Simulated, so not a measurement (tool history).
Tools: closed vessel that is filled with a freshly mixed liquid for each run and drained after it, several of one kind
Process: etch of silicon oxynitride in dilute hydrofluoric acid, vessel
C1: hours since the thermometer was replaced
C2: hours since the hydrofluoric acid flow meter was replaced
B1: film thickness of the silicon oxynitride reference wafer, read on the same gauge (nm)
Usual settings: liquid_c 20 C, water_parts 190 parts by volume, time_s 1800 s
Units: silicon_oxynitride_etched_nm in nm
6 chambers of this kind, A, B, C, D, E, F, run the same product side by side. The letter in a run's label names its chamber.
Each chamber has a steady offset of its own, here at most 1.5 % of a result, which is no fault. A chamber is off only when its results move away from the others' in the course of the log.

Run 1C, day 0.292: usual settings; C1 850; C2 1790.3; B1 79.973. Result: silicon_oxynitride_etched_nm 18.818 nm.
Run 2E, day 0.767: usual settings; C1 1371; C2 501.1; B1 80.017. Result: silicon_oxynitride_etched_nm 19.084 nm.
Run 3B, day 1.242: usual settings; C1 579.2; C2 1323.8; B1 79.987. Result: silicon_oxynitride_etched_nm 19 nm.
Run 4D, day 1.667: usual settings; C1 1176.7; C2 155.6; B1 80.05. Result: silicon_oxynitride_etched_nm 18.981 nm.
Run 5F, day 2.167: usual settings; C1 179; C2 1487.5; B1 80.012. Result: silicon_oxynitride_etched_nm 18.75 nm.
Run 6A, day 2.671: usual settings; C1 658.8; C2 935.5; B1 79.957. Result: silicon_oxynitride_etched_nm 18.892 nm.
Run 7F, day 3.133: usual settings; C1 202.2; C2 1510.7; B1 79.987. Result: silicon_oxynitride_etched_nm 18.838 nm.
Run 8B, day 3.592: usual settings; C1 635.6; C2 1380.2; B1 80.029. Result: silicon_oxynitride_etched_nm 18.945 nm.
At day 3.896: chamber A: hydrofluoric acid flow meter replaced.
Run 9E, day 3.983: usual settings; C1 1448.2; C2 578.3; B1 80.009. Result: silicon_oxynitride_etched_nm 19.103 nm.
Run 10A, day 4.325: usual settings; C1 698.5; C2 10.3; B1 79.977. Result: silicon_oxynitride_etched_nm 18.965 nm.
Run 11C, day 4.783: usual settings; C1 957.8; C2 1898.1; B1 80.006. Result: silicon_oxynitride_etched_nm 18.883 nm.
Run 12D, day 5.238: usual settings; C1 1262.4; C2 241.3; B1 80.025. Result: silicon_oxynitride_etched_nm 18.849 nm.
Run 13D, day 5.508: usual settings; C1 1268.9; C2 247.8; B1 79.979. Result: silicon_oxynitride_etched_nm 18.882 nm.
Run 14A, day 5.792: usual settings; C1 733.7; C2 45.5; B1 80.001. Result: silicon_oxynitride_etched_nm 18.897 nm.
Run 15C, day 6.167: usual settings; C1 991; C2 1931.3; B1 80.021. Result: silicon_oxynitride_etched_nm 18.852 nm.
Run 16B, day 6.425: usual settings but liquid_c 17 C; C1 703.6; C2 1448.2; B1 79.972. Result: silicon_oxynitride_etched_nm 16.501 nm.
Run 17F, day 6.742: usual settings but liquid_c 17 C; C1 288.8; C2 1597.3; B1 79.954. Result: silicon_oxynitride_etched_nm 16.336 nm.
Run 18E, day 7.154: usual settings but liquid_c 17 C; C1 1524.3; C2 654.4; B1 80.011. Result: silicon_oxynitride_etched_nm 16.614 nm.
Run 19F, day 7.458: usual settings but liquid_c 17 C; C1 306; C2 1614.5; B1 79.991. Result: silicon_oxynitride_etched_nm 16.283 nm.
Run 20D, day 7.917: usual settings but liquid_c 17 C; C1 1326.7; C2 305.6; B1 79.997. Result: silicon_oxynitride_etched_nm 16.482 nm.
At day 7.921: chamber C: hydrofluoric acid flow meter replaced.
Run 21E, day 8.283: usual settings but liquid_c 17 C; C1 1551.4; C2 681.5; B1 79.977. Result: silicon_oxynitride_etched_nm 16.554 nm.
Run 22A, day 8.75: usual settings; C1 804.7; C2 116.5; B1 79.94. Result: silicon_oxynitride_etched_nm 18.887 nm.
Run 23B, day 9.1: usual settings; C1 767.8; C2 1512.4; B1 80.004. Result: silicon_oxynitride_etched_nm 18.973 nm.
Run 24C, day 9.45: usual settings; C1 1069.8; C2 36.7; B1 80.02. Result: silicon_oxynitride_etched_nm 18.764 nm.
Run 25D, day 9.704: usual settings; C1 1369.6; C2 348.5; B1 79.997. Result: silicon_oxynitride_etched_nm 18.863 nm.
Run 26A, day 10.2: usual settings; C1 839.5; C2 151.3; B1 80.023. Result: silicon_oxynitride_etched_nm 18.935 nm.
At day 10.558: chamber D: thermometer replaced.
Run 27F, day 10.658: usual settings but water_parts 270 parts by volume; C1 382.8; C2 1691.3; B1 80.014. Result: silicon_oxynitride_etched_nm 12.603 nm.
Run 28E, day 11.096: usual settings but water_parts 270 parts by volume; C1 1618.9; C2 749; B1 80.018. Result: silicon_oxynitride_etched_nm 12.886 nm.
Run 29C, day 11.483: usual settings but water_parts 270 parts by volume; C1 1118.6; C2 85.5; B1 80.021. Result: silicon_oxynitride_etched_nm 12.699 nm.
Run 30B, day 11.754: usual settings but water_parts 270 parts by volume; C1 831.5; C2 1576.1; B1 80.006. Result: silicon_oxynitride_etched_nm 12.697 nm.
Run 31B, day 11.983: usual settings but water_parts 270 parts by volume; C1 837; C2 1581.6; B1 79.998. Result: silicon_oxynitride_etched_nm 12.638 nm.
Run 32D, day 12.212: usual settings but water_parts 270 parts by volume; C1 39.8; C2 408.7; B1 80.013. Result: silicon_oxynitride_etched_nm 12.673 nm.
Run 33A, day 12.571: usual settings; C1 896.4; C2 208.2; B1 79.977. Result: silicon_oxynitride_etched_nm 18.992 nm.
Run 34C, day 12.95: usual settings; C1 1153.8; C2 120.7; B1 80.01. Result: silicon_oxynitride_etched_nm 18.77 nm.
Run 35E, day 13.242: usual settings; C1 1670.4; C2 800.5; B1 79.998. Result: silicon_oxynitride_etched_nm 19.177 nm.
Run 36F, day 13.479: usual settings; C1 450.5; C2 1759; B1 80.054. Result: silicon_oxynitride_etched_nm 18.822 nm.
Run 37C, day 13.867: usual settings; C1 1175.8; C2 142.7; B1 79.992. Result: silicon_oxynitride_etched_nm 18.738 nm.
Run 38E, day 14.329: usual settings; C1 1696.5; C2 826.6; B1 80.016. Result: silicon_oxynitride_etched_nm 19.185 nm.
Run 39D, day 14.758: usual settings; C1 100.9; C2 469.8; B1 80.013. Result: silicon_oxynitride_etched_nm 18.996 nm.

All 6 chambers run these settings next. Forecast each chamber's results:
Run 40A, day 15.125: usual settings. Result: silicon_oxynitride_etched_nm ?.
Run 40B, day 15.125: usual settings. Result: silicon_oxynitride_etched_nm ?.
Run 40C, day 15.125: usual settings. Result: silicon_oxynitride_etched_nm ?.
Run 40D, day 15.125: usual settings. Result: silicon_oxynitride_etched_nm ?.
Run 40E, day 15.125: usual settings. Result: silicon_oxynitride_etched_nm ?.
Run 40F, day 15.125: usual settings. Result: silicon_oxynitride_etched_nm ?.

run  silicon_oxynitride_etched_nm
40A                        18.936
40B                        18.981
40C                         18.75
40D                        18.968
40E                        19.058
40F                        18.841
